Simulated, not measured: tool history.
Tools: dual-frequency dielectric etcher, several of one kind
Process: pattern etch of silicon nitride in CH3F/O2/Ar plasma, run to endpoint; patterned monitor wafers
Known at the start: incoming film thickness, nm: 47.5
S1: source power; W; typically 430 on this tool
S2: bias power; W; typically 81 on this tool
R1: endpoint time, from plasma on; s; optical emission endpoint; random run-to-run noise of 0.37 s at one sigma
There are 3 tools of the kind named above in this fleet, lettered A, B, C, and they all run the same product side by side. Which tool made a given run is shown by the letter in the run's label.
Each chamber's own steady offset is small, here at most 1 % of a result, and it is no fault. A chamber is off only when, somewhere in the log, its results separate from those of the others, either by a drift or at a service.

run    day   S1  S2      R1
 1C  0.238  430  81  63.632
 2B  0.554  430  81  64.940
 3A  0.725  430  81  64.251
 4A  1.021  430  81  63.900
 5C  1.192  430  81  63.679
 6B  1.533  430  81  65.066
 7A  1.825  430  81  63.731
 8C  2.075  430  71  66.554
 9B  2.425  430  71  67.121
10C  2.600  430  71  66.884
11A  2.854  430  81  63.563
12B  3.108  430  81  64.194
13C  3.488  430  81  62.672
14B  3.662  430  81  63.924
     3.762  -- chamber C: wet clean of the chamber
15A  4.042  430  81  63.968
16B  4.371  430  81  64.412
17A  4.596  510  62  65.636
18C  4.921  510  62  65.443
19C  5.129  510  62  65.309
20B  5.508  430  81  64.819
     5.529  -- chamber A: wet clean of the chamber
21A  5.862  430  81  63.097

Read the log: is a single chamber off, either drifting away or since a service, is the gauge that measures every chamber drifting, or is nothing wrong beyond small per-chamber offsets? Name any odd chamber and what most likely caused it.

No chamber is off and the gauge is stable; the differences are just each chamber's small, constant offset.

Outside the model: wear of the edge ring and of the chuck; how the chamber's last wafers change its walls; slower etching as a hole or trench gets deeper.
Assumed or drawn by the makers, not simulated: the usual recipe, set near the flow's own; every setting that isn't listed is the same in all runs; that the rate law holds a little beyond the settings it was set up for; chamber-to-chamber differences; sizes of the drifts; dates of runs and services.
